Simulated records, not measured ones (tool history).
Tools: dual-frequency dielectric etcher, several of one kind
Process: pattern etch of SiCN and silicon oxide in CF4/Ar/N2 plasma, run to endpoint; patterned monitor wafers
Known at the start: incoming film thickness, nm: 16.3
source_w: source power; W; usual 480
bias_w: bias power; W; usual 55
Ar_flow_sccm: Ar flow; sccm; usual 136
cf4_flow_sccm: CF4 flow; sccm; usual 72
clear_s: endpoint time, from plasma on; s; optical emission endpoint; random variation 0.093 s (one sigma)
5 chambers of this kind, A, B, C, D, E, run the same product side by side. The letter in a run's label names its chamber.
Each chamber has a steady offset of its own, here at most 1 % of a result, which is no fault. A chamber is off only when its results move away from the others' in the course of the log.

run    day  source_w  bias_w  Ar_flow_sccm  cf4_flow_sccm  hours since the last wet clean  hours since the last source power generator calibration  hours since the last bias power generator calibration  hours since the last Ar flow controller change  hours since the last CF4 flow controller change  clear_s
 1A  0.079       480      55           136             72                           205.9                                                     1865                                                 1675.4                                           775.4                                           4443.5   20.444
 2C  0.246       480      55           136             72                           217.7                                                   2614.8                                                   78.4                                          5677.6                                            515.9   20.366
 3D  0.392       480      55           136             72                           234.2                                                   1403.6                                                   51.3                                            3094                                           5530.2    20.45
 4B  0.542       480      55           136             72                           435.2                                                    770.8                                                  988.5                                           196.6                                             34.1     20.4
 5E  0.662       480      55           136             72                           214.4                                                     3485                                                  578.3                                          3126.1                                              869   20.167
 6E    0.8       480      43           115             72                           217.7                                                   3488.3                                                  581.6                                          3129.4                                            872.3   21.416
 7D  0.975       480      43           115             72                           248.2                                                   1417.6                                                   65.3                                            3108                                           5544.2   21.525
 8B  1.067       480      43           115             72                           447.8                                                    783.4                                                 1001.1                                           209.2                                             46.7   21.413
 9A  1.188       480      43           115             72                           232.5                                                   1891.6                                                   1702                                             802                                           4470.1   21.442
10C  1.279       480      43           115             72                           242.5                                                   2639.6                                                  103.2                                          5702.4                                            540.7   21.199
11D  1.375       480      55           136             72                           257.8                                                   1427.2                                                   74.9                                          3117.6                                           5553.8   20.326
12B   1.45       480      55           136             72                             457                                                    792.6                                                 1010.3                                           218.4                                             55.9   20.347
13E  1.542       480      55           136             72                           235.5                                                   3506.1                                                  599.4                                          3147.2                                            890.1   20.552
14A  1.712       480      55           136             72                           245.1                                                   1904.2                                                 1714.6                                           814.6                                           4482.7   20.341
15C  1.812       480      55           136             72                           255.3                                                   2652.4                                                    116                                          5715.2                                            553.5   20.441
16B  1.925       480      55           136             72                           468.4                                                      804                                                 1021.7                                           229.8                                             67.3     20.5
17A  2.008       480      55           136             72                           252.2                                                   1911.3                                                 1721.7                                           821.7                                           4489.8   20.423
18E  2.092       480      55           136             72                           248.7                                                   3519.3                                                  612.6                                          3160.4                                            903.3   20.091
19C  2.262       480      55           136             72                           266.1                                                   2663.2                                                  126.8                                            5726                                            564.3   20.057
20D  2.342       480      55           157             85                             281                                                   1450.4                                                   98.1                                          3140.8                                             5577   20.619
21C  2.446       480      55           157             85                           270.5                                                   2667.6                                                  131.2                                          5730.4                                            568.7   20.003
22A  2.546       480      55           157             85                           265.1                                                   1924.2                                                 1734.6                                           834.6                                           4502.7    20.44
23D  2.633       480      55           157             85                             288                                                   1457.4                                                  105.1                                          3147.8                                             5584   20.328
24B  2.721       480      55           157             85                           487.5                                                    823.1                                                 1040.8                                           248.9                                             86.4   20.409
25E  2.846       480      55           136             72                           266.8                                                   3537.4                                                  630.7                                          3178.5                                            921.4   20.301
26A  3.021       480      55           136             72                           276.5                                                   1935.6                                                   1746                                             846                                           4514.1   20.472
27B  3.154       480      55           136             72                           497.9                                                    833.5                                                 1051.2                                           259.3                                             96.8   20.516
28D  3.242       480      55           136             72                           302.6                                                     1472                                                  119.7                                          3162.4                                           5598.6   20.414
29E  3.338       480      55           136             72                           278.6                                                   3549.2                                                  642.5                                          3190.3                                            933.2   20.344
30C  3.504       480      55           136             72                           295.9                                                     2693                                                  156.6                                          5755.8                                            594.1   19.878
31C  3.675       480      55           136             72                             300                                                   2697.1                                                  160.7                                          5759.9                                            598.2   19.977
32E  3.821       410      55           113             72                           290.2                                                   3560.8                                                  654.1                                          3201.9                                            944.8   22.601
33A  3.979       410      55           113             72                           299.5                                                   1958.6                                                   1769                                             869                                           4537.1   22.816
34D  4.108       410      55           113             72                           323.4                                                   1492.8                                                  140.5                                          3183.2                                           5619.4   22.733
35B  4.229       410      55           113             72                           523.7                                                    859.3                                                   1077                                           285.1                                            122.6   22.878
36D  4.354       410      55           113             72                           329.3                                                   1498.7                                                  146.4                                          3189.1                                           5625.3   22.701
37C  4.446       480      55           136             72                           318.5                                                   2715.6                                                  179.2                                          5778.4                                            616.7   19.709
38A  4.538       480      55           136             72                           312.9                                                     1972                                                 1782.4                                           882.4                                           4550.5   20.306
39B    4.7       480      55           136             72                             535                                                    870.6                                                 1088.3                                           296.4                                            133.9   20.428
40E  4.871       480      55           136             72                           315.4                                                     3586                                                  679.3                                          3227.1                                              970   20.281
41A  5.046       480      55           136             72                           325.1                                                   1984.2                                                 1794.6                                           894.6                                           4562.7   20.397
42D  5.183       480      55           136             72                           349.2                                                   1518.6                                                  166.3                                            3209                                           5645.2    20.56
43C  5.312       480      55           136             72                           339.3                                                   2736.4                                                    200                                          5799.2                                            637.5     19.8

Next, every chamber runs the same settings. What will each give?
44A  5.438       480      55           136             72                                                                                                                                                                                                                                                         ?
44B  5.438       480      55           136             72                                                                                                                                                                                                                                                         ?
44C  5.438       480      55           136             72                                                                                                                                                                                                                                                         ?
44D  5.438       480      55           136             72                                                                                                                                                                                                                                                         ?
44E  5.438       480      55           136             72                                                                                                                                                                                                                                                         ?

run  clear_s
44A   20.244
44B    20.32
44C   19.581
44D   20.493
44E   20.478
